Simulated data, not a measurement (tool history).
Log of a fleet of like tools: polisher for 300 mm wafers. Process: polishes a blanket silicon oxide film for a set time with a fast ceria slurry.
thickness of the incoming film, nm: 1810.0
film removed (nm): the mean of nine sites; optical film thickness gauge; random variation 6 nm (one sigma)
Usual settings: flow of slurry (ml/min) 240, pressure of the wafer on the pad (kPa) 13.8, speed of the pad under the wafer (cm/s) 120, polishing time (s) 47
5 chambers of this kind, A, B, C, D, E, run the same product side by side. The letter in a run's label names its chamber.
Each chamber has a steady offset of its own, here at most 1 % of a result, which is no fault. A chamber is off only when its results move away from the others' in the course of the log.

run   hour  flow of slurry (ml/min)  pressure of the wafer on the pad (kPa)  speed of the pad under the wafer (cm/s)  polishing time (s)  wafers polished on this pad  hours since the slurry nozzle was cleaned  hours since the head pressure was calibrated  film removed (nm)
 1B      7                      240                                    13.8                                      120                  47                          529                                      100.5                                         125.8             633.93
 2A   17.1                      240                                    13.8                                      120                  47                          732                                      261.5                                         788.9             629.12
 3C   25.1                      240                                    13.8                                      120                  47                          856                                      262.9                                         722.4             634.41
      26.2  -- chamber D: worn pad replaced by a new one
      27.1  -- chamber A: worn pad replaced by a new one
 4E   33.4                      240                                    13.8                                      120                  47                          793                                      319.3                                         830.9             630.76
      38.1  -- chamber C: worn pad replaced by a new one
      38.6  -- chamber B: worn pad replaced by a new one
      40.3  -- chamber E: worn pad replaced by a new one
 5D   42.9                      240                                    13.8                                      120                  47                          230                                      503.6                                         112.9             634.21
 6C   51.5                      240                                    13.8                                      120                  47                          184                                      289.3                                         748.8             631.71
 7D   59.1                      240                                    13.8                                      120                  47                          452                                      519.8                                         129.1             626.71
 8A   64.9                      240                                    13.8                                      120                  47                          519                                      309.3                                         836.7             636.08
      67.6  -- chamber E: slurry nozzle cleaned
 9E   71.3                      240                                    13.8                                      120                  47                          426                                        3.8                                         868.8             639.18
10B   79.5                      240                                    13.8                                      120                  47                          562                                        173                                         198.3             645.56
11E   87.1                      240                                    13.8                                      120                  47                          642                                       19.6                                         884.6              636.3
12C   99.2                      240                                    13.8                                      120                  47                          838                                        337                                         796.5             635.55
      99.7  -- chamber E: worn pad replaced by a new one
     104.5  -- chamber A: worn pad replaced by a new one
     106.1  -- chamber C: worn pad replaced by a new one
       107  -- chamber D: worn pad replaced by a new one
13D  107.9                      240                                    13.8                                      120                  47                           12                                      568.6                                         177.9             629.11
     113.3  -- chamber B: worn pad replaced by a new one
     116.7  -- chamber D: slurry nozzle cleaned
14B  117.5                      240                                    13.8                                      120                  47                           58                                        211                                         236.3             627.58
     129.5  -- chamber A: slurry nozzle cleaned
15A  129.7                      240                                    13.8                                      120                  47                          346                                        0.3                                         901.5             632.26
16D  136.7                      240                                    13.8                                      120                  47                          407                                         20                                         206.7             637.18
     144.5  -- chamber C: slurry nozzle cleaned
17B  146.7                      240                                    13.8                                      120                  47                          459                                      240.2                                         265.5             636.91
18A  154.3                      240                                    13.8                                      120                  47                          684                                       24.9                                         926.1             626.32
19C  165.4                      240                                    13.8                                      120                  47                          814                                         21                                         862.7             634.36
     168.8  -- chamber E: worn pad replaced by a new one
20E  171.9                      240                                    13.8                                      120                  47                           43                                      104.4                                         969.4             647.68
     172.2  -- chamber A: worn pad replaced by a new one
21B  178.3                      240                                    13.8                                      120                  47                          892                                      271.8                                         297.1             639.42
     178.9  -- chamber C: worn pad replaced by a new one
     179.8  -- chamber D: worn pad replaced by a new one
22C  190.4                      240                                    13.8                                      120                  47                          157                                         46                                         887.7             631.73
     190.6  -- chamber B: worn pad replaced by a new one
23E  199.3                      240                                    13.8                                      120                  47                          419                                      131.8                                         996.8             632.24
24A  208.6                      240                                    13.8                                      120                  47                          500                                       79.2                                         980.4             636.41
     208.7  -- chamber A: head pressure recalibrated
25D  219.4                      240                                     9.7                                      148                  47                          544                                      102.7                                         289.4             540.89
26C  231.9                      240                                     9.7                                      148                  47                          727                                       87.5                                         929.2             544.65
     233.6  -- chamber B: head pressure recalibrated
     235.4  -- chamber A: worn pad replaced by a new one
     236.7  -- chamber E: worn pad replaced by a new one
27B  237.7                      240                                     9.7                                      148                  47                          647                                      331.2                                           4.1             549.84
     244.5  -- chamber D: worn pad replaced by a new one
     249.3  -- chamber C: worn pad replaced by a new one
28A  249.4                      240                                     9.7                                      148                  47                          192                                        120                                          40.8             486.31
29D  256.8                      240                                     9.7                                      148                  47                          169                                      140.1                                         326.8             548.85
       258  -- chamber B: worn pad replaced by a new one
     267.3  -- chamber C: head pressure recalibrated
30E  267.5                      240                                    13.8                                      120                  47                          423                                        200                                          1065             641.67
31D  279.2                      240                                    13.8                                      120                  47                          476                                      162.5                                         349.2             631.77
32C  285.5                      240                                    13.8                                      120                  47                          497                                      141.1                                          18.3             631.54
33E  291.7                      240                                    13.8                                      120                  47                          755                                      224.2                                        1089.2             643.16
     298.8  -- chamber A: worn pad replaced by a new one
34A  304.1                      240                                    13.8                                      120                  47                           73                                      174.7                                          95.5             568.97
     307.9  -- chamber E: worn pad replaced by a new one
35B  311.5                      240                                    13.8                                      120                  47                          734                                        405                                          77.9             634.79
36B  319.2                      240                                    17.9                                      120                  47                          839                                      412.7                                          85.6             827.95
     323.9  -- chamber C: worn pad replaced by a new one
37E  325.7                      240                                    17.9                                      120                  47                          245                                      258.2                                        1123.2             821.47
38C  335.7                      240                                    17.9                                      120                  47                          162                                      191.3                                          68.5             824.58
39A  342.8                      240                                    17.9                                      120                  47                          604                                      213.4                                         134.2             728.94

Next, every chamber runs the same settings. What will each give?
40A  352.1                      240                                    13.8                                      120                  54                                                                                                                                        ?
40B  352.1                      240                                    13.8                                      120                  54                                                                                                                                        ?
40C  352.1                      240                                    13.8                                      120                  54                                                                                                                                        ?
40D  352.1                      240                                    13.8                                      120                  54                                                                                                                                        ?
40E  352.1                      240                                    13.8                                      120                  54                                                                                                                                        ?

run  film removed (nm)
40A              638.1
40B             735.16
40C             726.04
40D             734.91
40E              739.3
